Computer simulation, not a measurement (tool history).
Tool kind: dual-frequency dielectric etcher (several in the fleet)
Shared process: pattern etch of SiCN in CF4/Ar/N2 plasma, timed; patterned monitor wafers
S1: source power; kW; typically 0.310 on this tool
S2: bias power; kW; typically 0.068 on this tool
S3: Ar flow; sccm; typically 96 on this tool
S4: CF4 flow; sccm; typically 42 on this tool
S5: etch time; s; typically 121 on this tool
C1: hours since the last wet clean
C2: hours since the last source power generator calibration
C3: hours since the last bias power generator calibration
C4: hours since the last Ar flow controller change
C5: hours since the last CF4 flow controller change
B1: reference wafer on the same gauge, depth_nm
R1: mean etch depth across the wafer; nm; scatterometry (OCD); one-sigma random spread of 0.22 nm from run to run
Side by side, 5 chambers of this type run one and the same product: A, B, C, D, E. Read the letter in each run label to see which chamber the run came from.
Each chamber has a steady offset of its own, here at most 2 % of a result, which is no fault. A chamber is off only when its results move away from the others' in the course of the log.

| run | hour | S1 | S2 | S3 | S4 | S5 | C1 | C2 | C3 | C4 | C5 | B1 | R1 |
|---|---|---|---|---|---|---|---|---|---|---|---|---|---|
| 1E | 5.4 | 0.310 | 0.068 | 96 | 42 | 121 | 417.4 | 4144.8 | 650.1 | 340.7 | 3610.8 | 79.575 | 68.140 |
| 2A | 10.0 | 0.310 | 0.068 | 96 | 42 | 121 | 235.7 | 1515.3 | 2756.9 | 2202.2 | 2601.6 | 79.614 | 67.988 |
| 3D | 17.5 | 0.310 | 0.068 | 96 | 42 | 121 | 459.0 | 3093.1 | 3174.0 | 1461.8 | 1643.3 | 79.587 | 68.937 |
| 4C | 24.6 | 0.310 | 0.068 | 96 | 42 | 121 | 34.7 | 1995.8 | 2599.1 | 2632.6 | 2083.3 | 79.602 | 67.502 |
| 5B | 32.2 | 0.310 | 0.068 | 96 | 42 | 121 | 92.9 | 1371.3 | 3493.4 | 1505.7 | 1789.8 | 79.560 | 68.725 |
| 6B | 38.7 | 0.310 | 0.068 | 96 | 42 | 121 | 99.4 | 1377.8 | 3499.9 | 1512.2 | 1796.3 | 79.613 | 68.725 |
| 7D | 47.4 | 0.310 | 0.068 | 96 | 42 | 121 | 488.9 | 3123.0 | 3203.9 | 1491.7 | 1673.2 | 79.579 | 68.539 |
| 8E | 53.4 | 0.310 | 0.068 | 96 | 42 | 121 | 465.4 | 4192.8 | 698.1 | 388.7 | 3658.8 | 79.644 | 68.531 |
| 9C | 61.3 | 0.310 | 0.068 | 96 | 42 | 121 | 71.4 | 2032.5 | 2635.8 | 2669.3 | 2120.0 | 79.598 | 67.937 |
| 10A | 69.8 | 0.310 | 0.068 | 96 | 42 | 121 | 295.5 | 1575.1 | 2816.7 | 2262.0 | 2661.4 | 79.616 | 67.262 |
| 11C | 75.7 | 0.310 | 0.068 | 96 | 42 | 121 | 85.8 | 2046.9 | 2650.2 | 2683.7 | 2134.4 | 79.587 | 67.601 |
|  | 78.6 | chamber E: wet clean of the chamber |
| 12B | 81.7 | 0.310 | 0.075 | 96 | 42 | 137 | 142.4 | 1420.8 | 3542.9 | 1555.2 | 1839.3 | 79.602 | 81.265 |
|  | 86.9 | chamber D: bias power generator calibrated |
| 13A | 90.2 | 0.310 | 0.075 | 96 | 42 | 137 | 315.9 | 1595.5 | 2837.1 | 2282.4 | 2681.8 | 79.609 | 79.526 |
|  | 92.4 | chamber A: Ar flow controller replaced |
| 14E | 95.7 | 0.310 | 0.075 | 96 | 42 | 137 | 17.1 | 4235.1 | 740.4 | 431.0 | 3701.1 | 79.643 | 80.140 |
| 15D | 100.4 | 0.310 | 0.075 | 96 | 42 | 137 | 541.9 | 3176.0 | 13.5 | 1544.7 | 1726.2 | 79.560 | 82.269 |
| 16B | 106.6 | 0.310 | 0.075 | 96 | 42 | 137 | 167.3 | 1445.7 | 3567.8 | 1580.1 | 1864.2 | 79.622 | 80.768 |
| 17C | 114.8 | 0.310 | 0.068 | 96 | 42 | 121 | 124.9 | 2086.0 | 2689.3 | 2722.8 | 2173.5 | 79.673 | 67.523 |
|  | 120.1 | chamber D: wet clean of the chamber |
| 18D | 122.8 | 0.310 | 0.068 | 96 | 42 | 121 | 2.7 | 3198.4 | 35.9 | 1567.1 | 1748.6 | 79.570 | 70.010 |
| 19A | 127.8 | 0.310 | 0.068 | 96 | 42 | 121 | 353.5 | 1633.1 | 2874.7 | 35.5 | 2719.4 | 79.554 | 67.573 |
| 20E | 135.7 | 0.310 | 0.068 | 96 | 42 | 121 | 57.1 | 4275.1 | 780.4 | 471.0 | 3741.1 | 79.564 | 68.244 |
| 21E | 140.5 | 0.310 | 0.068 | 96 | 42 | 121 | 61.9 | 4279.9 | 785.2 | 475.8 | 3745.9 | 79.671 | 67.919 |
| 22B | 149.0 | 0.310 | 0.068 | 96 | 42 | 121 | 209.7 | 1488.1 | 3610.2 | 1622.5 | 1906.6 | 79.605 | 68.771 |
| 23A | 155.1 | 0.340 | 0.068 | 96 | 42 | 121 | 380.8 | 1660.4 | 2902.0 | 62.8 | 2746.7 | 79.583 | 73.355 |
| 24C | 161.7 | 0.340 | 0.068 | 96 | 42 | 121 | 171.8 | 2132.9 | 2736.2 | 2769.7 | 2220.4 | 79.614 | 73.289 |
| 25D | 166.7 | 0.340 | 0.068 | 96 | 42 | 121 | 46.6 | 3242.3 | 79.8 | 1611.0 | 1792.5 | 79.615 | 75.493 |
| 26D | 172.9 | 0.340 | 0.068 | 96 | 42 | 121 | 52.8 | 3248.5 | 86.0 | 1617.2 | 1798.7 | 79.605 | 75.792 |
| 27C | 179.2 | 0.340 | 0.068 | 96 | 42 | 121 | 189.3 | 2150.4 | 2753.7 | 2787.2 | 2237.9 | 79.573 | 73.280 |
| 28A | 186.0 | 0.310 | 0.068 | 96 | 42 | 121 | 411.7 | 1691.3 | 2932.9 | 93.7 | 2777.6 | 79.571 | 67.706 |
| 29B | 192.8 | 0.310 | 0.068 | 96 | 42 | 121 | 253.5 | 1531.9 | 3654.0 | 1666.3 | 1950.4 | 79.554 | 69.182 |
| 30E | 200.4 | 0.310 | 0.068 | 96 | 42 | 121 | 121.8 | 4339.8 | 845.1 | 535.7 | 3805.8 | 79.583 | 68.405 |
| 31D | 206.5 | 0.310 | 0.083 | 119 | 42 | 121 | 86.4 | 3282.1 | 119.6 | 1650.8 | 1832.3 | 79.615 | 73.103 |
| 32E | 211.6 | 0.310 | 0.083 | 119 | 42 | 121 | 133.0 | 4351.0 | 856.3 | 546.9 | 3817.0 | 79.541 | 71.612 |

Is one chamber out of step, is the gauge drifting, or do the chambers differ by no more than their own small offsets? For an off chamber, give its letter and the likeliest cause.

A service left chamber D off against the others.
What lies behind it: bias power that arrives over what is set, % = 4.8.

Chamber D could run next with any of the 4 candidate recipes listed below; each alters the usual settings, and their results appear as question marks. Which one brings its results back in line with what the other chambers deliver on the usual settings?
In-line tolerance around the mean of the other chambers on the usual settings: R1 0.770 nm
| 33D-1 | 218.2 | 0.310 | 0.068 | 96 | 42 | 118.5 |  |  |  |  |  |  | ? |
| 33D-2 | 218.2 | 0.310 | 0.069 | 96 | 42 | 126.0 |  |  |  |  |  |  | ? |
| 33D-3 | 218.2 | 0.310 | 0.068 | 96 | 31 | 121.0 |  |  |  |  |  |  | ? |
| 33D-4 | 218.2 | 0.310 | 0.068 | 96 | 42 | 124.0 |  |  |  |  |  |  | ? |

On the usual settings, the other chambers give on average: R1 68.107 nm
| run | R1 |
|---|---|
| 33D-1 | 68.323 |
| 33D-2 | 73.051 |
| 33D-3 | 66.517 |
| 33D-4 | 71.494 |
The right change is 33D-1: it brings the chamber back within the allowed miss of the others.
